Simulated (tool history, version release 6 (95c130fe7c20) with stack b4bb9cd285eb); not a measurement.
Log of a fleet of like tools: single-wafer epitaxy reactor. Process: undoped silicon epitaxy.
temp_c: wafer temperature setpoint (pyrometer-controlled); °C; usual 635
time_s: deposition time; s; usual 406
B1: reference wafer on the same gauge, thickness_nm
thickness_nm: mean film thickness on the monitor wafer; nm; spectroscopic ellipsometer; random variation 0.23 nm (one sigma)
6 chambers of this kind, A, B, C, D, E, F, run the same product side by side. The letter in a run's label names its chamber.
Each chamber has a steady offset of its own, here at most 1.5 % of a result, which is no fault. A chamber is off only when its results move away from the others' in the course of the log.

Run 1A, hour 2.8: usual settings; B1 56.465. Result: thickness_nm 49.098 nm.
Run 2C, hour 6.2: usual settings; B1 56.471. Result: thickness_nm 49.008 nm.
Run 3F, hour 10.4: usual settings; B1 56.538. Result: thickness_nm 48.777 nm.
Run 4D, hour 15.4: usual settings; B1 56.538. Result: thickness_nm 48.817 nm.
At hour 18.3: chamber F: pyrometer calibrated.
Run 5E, hour 20.1: usual settings; B1 56.428. Result: thickness_nm 49.398 nm.
Run 6B, hour 24.9: usual settings; B1 56.427. Result: thickness_nm 49.192 nm.
Run 7F, hour 28.3: usual settings; B1 56.587. Result: thickness_nm 48.995 nm.
Run 8A, hour 30.9: usual settings but temp_c 621 °C, time_s 327 s; B1 56.523. Result: thickness_nm 28.550 nm.
Run 9E, hour 33.3: usual settings but temp_c 621 °C, time_s 327 s; B1 56.547. Result: thickness_nm 28.848 nm.
Run 10D, hour 38.2: usual settings but temp_c 621 °C, time_s 327 s; B1 56.490. Result: thickness_nm 28.093 nm.
Run 11C, hour 42.1: usual settings but temp_c 621 °C, time_s 327 s; B1 56.560. Result: thickness_nm 28.259 nm.
Run 12B, hour 46.7: usual settings but temp_c 621 °C, time_s 327 s; B1 56.442. Result: thickness_nm 28.543 nm.
Run 13A, hour 51.6: usual settings but temp_c 621 °C, time_s 327 s; B1 56.434. Result: thickness_nm 28.525 nm.
Run 14B, hour 54.5: usual settings; B1 56.479. Result: thickness_nm 48.951 nm.
Run 15C, hour 58.0: usual settings; B1 56.488. Result: thickness_nm 48.847 nm.
Run 16F, hour 63.0: usual settings; B1 56.488. Result: thickness_nm 48.653 nm.
Run 17D, hour 65.8: usual settings; B1 56.518. Result: thickness_nm 48.760 nm.
Run 18E, hour 71.0: usual settings; B1 56.470. Result: thickness_nm 49.372 nm.
Run 19C, hour 73.9: usual settings; B1 56.588. Result: thickness_nm 49.124 nm.
Run 20E, hour 78.5: usual settings; B1 56.572. Result: thickness_nm 49.278 nm.
Run 21F, hour 81.6: usual settings but temp_c 629 °C; B1 56.504. Result: thickness_nm 42.876 nm.
Run 22A, hour 84.0: usual settings but temp_c 629 °C; B1 56.585. Result: thickness_nm 42.716 nm.
Run 23D, hour 89.4: usual settings but temp_c 629 °C; B1 56.525. Result: thickness_nm 42.527 nm.
Run 24B, hour 93.0: usual settings but temp_c 629 °C; B1 56.501. Result: thickness_nm 42.717 nm.
Run 25F, hour 97.5: usual settings but temp_c 629 °C; B1 56.496. Result: thickness_nm 42.495 nm.
Run 26C, hour 101.0: usual settings but temp_c 629 °C; B1 56.548. Result: thickness_nm 42.871 nm.
Run 27E, hour 103.8: usual settings; B1 56.506. Result: thickness_nm 49.334 nm.
Run 28B, hour 109.3: usual settings; B1 56.482. Result: thickness_nm 48.569 nm.
Run 29D, hour 114.4: usual settings; B1 56.450. Result: thickness_nm 48.911 nm.
Run 30A, hour 117.7: usual settings; B1 56.487. Result: thickness_nm 48.978 nm.
Run 31C, hour 123.2: usual settings but temp_c 630 °C, time_s 482 s; B1 56.543. Result: thickness_nm 51.733 nm.
Run 32E, hour 127.4: usual settings but temp_c 630 °C, time_s 482 s; B1 56.464. Result: thickness_nm 52.130 nm.
Run 33F, hour 130.2: usual settings but temp_c 630 °C, time_s 482 s; B1 56.527. Result: thickness_nm 51.678 nm.
Run 34D, hour 133.6: usual settings but temp_c 630 °C, time_s 482 s; B1 56.500. Result: thickness_nm 51.513 nm.
Run 35A, hour 137.9: usual settings but temp_c 630 °C, time_s 482 s; B1 56.508. Result: thickness_nm 51.834 nm.
Run 36B, hour 141.1: usual settings but temp_c 630 °C, time_s 482 s; B1 56.479. Result: thickness_nm 51.571 nm.
Run 37E, hour 144.0: usual settings but temp_c 621 °C; B1 56.423. Result: thickness_nm 35.656 nm.
Run 38D, hour 147.5: usual settings but temp_c 621 °C; B1 56.459. Result: thickness_nm 35.123 nm.
Run 39B, hour 151.6: usual settings but temp_c 621 °C; B1 56.555. Result: thickness_nm 35.692 nm.
Run 40A, hour 156.7: usual settings but temp_c 621 °C; B1 56.451. Result: thickness_nm 35.288 nm.
Run 41C, hour 160.9: usual settings but temp_c 621 °C; B1 56.503. Result: thickness_nm 35.476 nm.
Run 42F, hour 163.8: usual settings but temp_c 621 °C; B1 56.520. Result: thickness_nm 35.497 nm.
Run 43E, hour 166.7: usual settings; B1 56.558. Result: thickness_nm 49.523 nm.

All 6 chambers run these settings next. Forecast each chamber's results:
Run 44A, hour 170.6: usual settings but temp_c 649 °C. Result: thickness_nm ?.
Run 44B, hour 170.6: usual settings but temp_c 649 °C. Result: thickness_nm ?.
Run 44C, hour 170.6: usual settings but temp_c 649 °C. Result: thickness_nm ?.
Run 44D, hour 170.6: usual settings but temp_c 649 °C. Result: thickness_nm ?.
Run 44E, hour 170.6: usual settings but temp_c 649 °C. Result: thickness_nm ?.
Run 44F, hour 170.6: usual settings but temp_c 649 °C. Result: thickness_nm ?.

run  thickness_nm
44A        67.150
44B        66.505
44C        66.968
44D        66.424
44E        68.442
44F        66.340
